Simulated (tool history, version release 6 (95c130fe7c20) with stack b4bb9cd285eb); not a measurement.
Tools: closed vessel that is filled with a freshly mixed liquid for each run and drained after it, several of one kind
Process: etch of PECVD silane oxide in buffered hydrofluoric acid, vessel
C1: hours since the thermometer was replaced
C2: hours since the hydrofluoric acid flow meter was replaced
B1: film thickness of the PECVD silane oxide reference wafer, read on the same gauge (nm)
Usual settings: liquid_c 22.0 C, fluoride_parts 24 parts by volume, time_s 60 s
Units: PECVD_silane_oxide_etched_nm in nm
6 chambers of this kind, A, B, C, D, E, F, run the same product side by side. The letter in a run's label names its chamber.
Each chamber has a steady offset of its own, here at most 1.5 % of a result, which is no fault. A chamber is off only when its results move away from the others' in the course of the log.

{"run": "1F", "day": 0.25, "liquid_c": 22.0, "fluoride_parts": 24, "time_s": 60, "C1": 418.5, "C2": 58.0, "B1": 30.017, "PECVD_silane_oxide_etched_nm": 65.279}
{"run": "2D", "day": 0.542, "liquid_c": 22.0, "fluoride_parts": 24, "time_s": 60, "C1": 689.9, "C2": 747.6, "B1": 30.011, "PECVD_silane_oxide_etched_nm": 65.244}
{"run": "3C", "day": 0.838, "liquid_c": 22.0, "fluoride_parts": 24, "time_s": 60, "C1": 990.5, "C2": 1628.0, "B1": 29.994, "PECVD_silane_oxide_etched_nm": 65.587}
{"run": "4B", "day": 1.258, "liquid_c": 22.0, "fluoride_parts": 24, "time_s": 60, "C1": 1490.0, "C2": 726.2, "B1": 29.965, "PECVD_silane_oxide_etched_nm": 64.757}
{"run": "5E", "day": 1.638, "liquid_c": 22.0, "fluoride_parts": 24, "time_s": 60, "C1": 1249.3, "C2": 1186.0, "B1": 30.01, "PECVD_silane_oxide_etched_nm": 65.139}
{"run": "6A", "day": 2.096, "liquid_c": 22.0, "fluoride_parts": 24, "time_s": 60, "C1": 1026.1, "C2": 508.2, "B1": 30.003, "PECVD_silane_oxide_etched_nm": 65.611}
{"run": "7C", "day": 2.404, "liquid_c": 22.0, "fluoride_parts": 24, "time_s": 90, "C1": 1028.1, "C2": 1665.6, "B1": 30.007, "PECVD_silane_oxide_etched_nm": 98.236}
{"run": "8A", "day": 2.779, "liquid_c": 22.0, "fluoride_parts": 24, "time_s": 90, "C1": 1042.5, "C2": 524.6, "B1": 30.011, "PECVD_silane_oxide_etched_nm": 99.326}
{"run": "9B", "day": 3.15, "liquid_c": 22.0, "fluoride_parts": 24, "time_s": 90, "C1": 1535.4, "C2": 771.6, "B1": 30.016, "PECVD_silane_oxide_etched_nm": 97.001}
{"run": "10E", "day": 3.542, "liquid_c": 22.0, "fluoride_parts": 24, "time_s": 90, "C1": 1295.0, "C2": 1231.7, "B1": 29.98, "PECVD_silane_oxide_etched_nm": 97.7}
{"day": 3.65, "done": "chamber B: thermometer replaced"}
{"run": "11D", "day": 3.821, "liquid_c": 22.0, "fluoride_parts": 24, "time_s": 90, "C1": 768.6, "C2": 826.3, "B1": 29.997, "PECVD_silane_oxide_etched_nm": 97.729}
{"day": 4.071, "done": "chamber A: thermometer replaced"}
{"run": "12F", "day": 4.2, "liquid_c": 22.0, "fluoride_parts": 24, "time_s": 90, "C1": 513.3, "C2": 152.8, "B1": 30.018, "PECVD_silane_oxide_etched_nm": 97.68}
{"run": "13D", "day": 4.583, "liquid_c": 24.5, "fluoride_parts": 24, "time_s": 60, "C1": 786.9, "C2": 844.6, "B1": 30.019, "PECVD_silane_oxide_etched_nm": 74.704}
{"run": "14B", "day": 5.012, "liquid_c": 24.5, "fluoride_parts": 24, "time_s": 60, "C1": 32.7, "C2": 816.3, "B1": 30.008, "PECVD_silane_oxide_etched_nm": 74.239}
{"day": 5.088, "done": "chamber C: thermometer replaced"}
{"run": "15F", "day": 5.317, "liquid_c": 24.5, "fluoride_parts": 24, "time_s": 60, "C1": 540.1, "C2": 179.6, "B1": 29.972, "PECVD_silane_oxide_etched_nm": 74.619}
{"day": 5.579, "done": "chamber D: hydrofluoric acid flow meter replaced"}
{"run": "16C", "day": 5.579, "liquid_c": 24.5, "fluoride_parts": 24, "time_s": 60, "C1": 11.9, "C2": 1741.8, "B1": 30.026, "PECVD_silane_oxide_etched_nm": 75.56}
{"run": "17E", "day": 5.946, "liquid_c": 24.5, "fluoride_parts": 24, "time_s": 60, "C1": 1352.7, "C2": 1289.4, "B1": 30.007, "PECVD_silane_oxide_etched_nm": 75.244}
{"run": "18A", "day": 6.171, "liquid_c": 24.5, "fluoride_parts": 24, "time_s": 60, "C1": 50.4, "C2": 606.0, "B1": 29.992, "PECVD_silane_oxide_etched_nm": 75.821}
{"run": "19E", "day": 6.633, "liquid_c": 22.0, "fluoride_parts": 24, "time_s": 75, "C1": 1369.2, "C2": 1305.9, "B1": 30.007, "PECVD_silane_oxide_etched_nm": 82.068}
{"run": "20B", "day": 7.05, "liquid_c": 22.0, "fluoride_parts": 24, "time_s": 75, "C1": 81.6, "C2": 865.2, "B1": 30.02, "PECVD_silane_oxide_etched_nm": 81.29}
{"run": "21D", "day": 7.467, "liquid_c": 22.0, "fluoride_parts": 24, "time_s": 75, "C1": 856.1, "C2": 45.4, "B1": 30.002, "PECVD_silane_oxide_etched_nm": 82.785}
{"run": "22C", "day": 7.704, "liquid_c": 22.0, "fluoride_parts": 24, "time_s": 75, "C1": 62.9, "C2": 1792.8, "B1": 30.006, "PECVD_silane_oxide_etched_nm": 81.796}
{"day": 7.85, "done": "chamber C: hydrofluoric acid flow meter replaced"}
{"run": "23A", "day": 8.138, "liquid_c": 22.0, "fluoride_parts": 24, "time_s": 75, "C1": 97.6, "C2": 653.2, "B1": 29.967, "PECVD_silane_oxide_etched_nm": 81.975}
{"run": "24F", "day": 8.546, "liquid_c": 22.0, "fluoride_parts": 24, "time_s": 75, "C1": 617.6, "C2": 257.1, "B1": 30.009, "PECVD_silane_oxide_etched_nm": 80.949}
{"run": "25F", "day": 8.883, "liquid_c": 22.0, "fluoride_parts": 24, "time_s": 60, "C1": 625.7, "C2": 265.2, "B1": 30.02, "PECVD_silane_oxide_etched_nm": 65.088}
{"run": "26B", "day": 9.088, "liquid_c": 18.5, "fluoride_parts": 24, "time_s": 80, "C1": 130.5, "C2": 914.1, "B1": 30.017, "PECVD_silane_oxide_etched_nm": 71.215}
{"run": "27D", "day": 9.471, "liquid_c": 18.5, "fluoride_parts": 24, "time_s": 80, "C1": 904.2, "C2": 93.5, "B1": 30.031, "PECVD_silane_oxide_etched_nm": 73.324}
{"run": "28E", "day": 9.862, "liquid_c": 18.5, "fluoride_parts": 24, "time_s": 80, "C1": 1446.7, "C2": 1383.4, "B1": 30.01, "PECVD_silane_oxide_etched_nm": 71.508}
{"run": "29C", "day": 10.296, "liquid_c": 18.5, "fluoride_parts": 24, "time_s": 80, "C1": 125.1, "C2": 58.8, "B1": 29.996, "PECVD_silane_oxide_etched_nm": 72.434}
{"run": "30A", "day": 10.562, "liquid_c": 18.5, "fluoride_parts": 24, "time_s": 80, "C1": 155.8, "C2": 711.4, "B1": 30.038, "PECVD_silane_oxide_etched_nm": 71.829}
{"run": "31B", "day": 10.871, "liquid_c": 18.5, "fluoride_parts": 24, "time_s": 80, "C1": 173.3, "C2": 956.9, "B1": 30.0, "PECVD_silane_oxide_etched_nm": 71.405}
{"run": "32F", "day": 11.317, "liquid_c": 22.0, "fluoride_parts": 24, "time_s": 60, "C1": 684.1, "C2": 323.6, "B1": 30.017, "PECVD_silane_oxide_etched_nm": 65.36}
{"run": "33C", "day": 11.642, "liquid_c": 27.0, "fluoride_parts": 24, "time_s": 90, "C1": 157.4, "C2": 91.1, "B1": 30.001, "PECVD_silane_oxide_etched_nm": 130.33}
{"run": "34E", "day": 12.092, "liquid_c": 27.0, "fluoride_parts": 24, "time_s": 90, "C1": 1500.2, "C2": 1436.9, "B1": 30.016, "PECVD_silane_oxide_etched_nm": 128.61}
{"run": "35A", "day": 12.45, "liquid_c": 27.0, "fluoride_parts": 24, "time_s": 90, "C1": 201.1, "C2": 756.7, "B1": 29.979, "PECVD_silane_oxide_etched_nm": 128.8}
{"run": "36D", "day": 12.658, "liquid_c": 27.0, "fluoride_parts": 24, "time_s": 90, "C1": 980.7, "C2": 170.0, "B1": 29.991, "PECVD_silane_oxide_etched_nm": 132.72}
{"run": "37B", "day": 12.992, "liquid_c": 27.0, "fluoride_parts": 24, "time_s": 90, "C1": 224.2, "C2": 1007.8, "B1": 30.033, "PECVD_silane_oxide_etched_nm": 127.0}
{"run": "38E", "day": 13.25, "liquid_c": 27.0, "fluoride_parts": 24, "time_s": 90, "C1": 1528.0, "C2": 1464.7, "B1": 30.007, "PECVD_silane_oxide_etched_nm": 128.0}
{"run": "39C", "day": 13.471, "liquid_c": 22.0, "fluoride_parts": 24, "time_s": 60, "C1": 201.3, "C2": 135.0, "B1": 29.973, "PECVD_silane_oxide_etched_nm": 65.531}

All 6 chambers run these settings next. Forecast each chamber's results:
{"run": "40A", "day": 13.808, "liquid_c": 22.0, "fluoride_parts": 24, "time_s": 60, "PECVD_silane_oxide_etched_nm": "?"}
{"run": "40B", "day": 13.808, "liquid_c": 22.0, "fluoride_parts": 24, "time_s": 60, "PECVD_silane_oxide_etched_nm": "?"}
{"run": "40C", "day": 13.808, "liquid_c": 22.0, "fluoride_parts": 24, "time_s": 60, "PECVD_silane_oxide_etched_nm": "?"}
{"run": "40D", "day": 13.808, "liquid_c": 22.0, "fluoride_parts": 24, "time_s": 60, "PECVD_silane_oxide_etched_nm": "?"}
{"run": "40E", "day": 13.808, "liquid_c": 22.0, "fluoride_parts": 24, "time_s": 60, "PECVD_silane_oxide_etched_nm": "?"}
{"run": "40F", "day": 13.808, "liquid_c": 22.0, "fluoride_parts": 24, "time_s": 60, "PECVD_silane_oxide_etched_nm": "?"}

run=40A PECVD_silane_oxide_etched_nm=65.743
run=40B PECVD_silane_oxide_etched_nm=64.597
run=40C PECVD_silane_oxide_etched_nm=66.158
run=40D PECVD_silane_oxide_etched_nm=67.560
run=40E PECVD_silane_oxide_etched_nm=65.417
run=40F PECVD_silane_oxide_etched_nm=65.516

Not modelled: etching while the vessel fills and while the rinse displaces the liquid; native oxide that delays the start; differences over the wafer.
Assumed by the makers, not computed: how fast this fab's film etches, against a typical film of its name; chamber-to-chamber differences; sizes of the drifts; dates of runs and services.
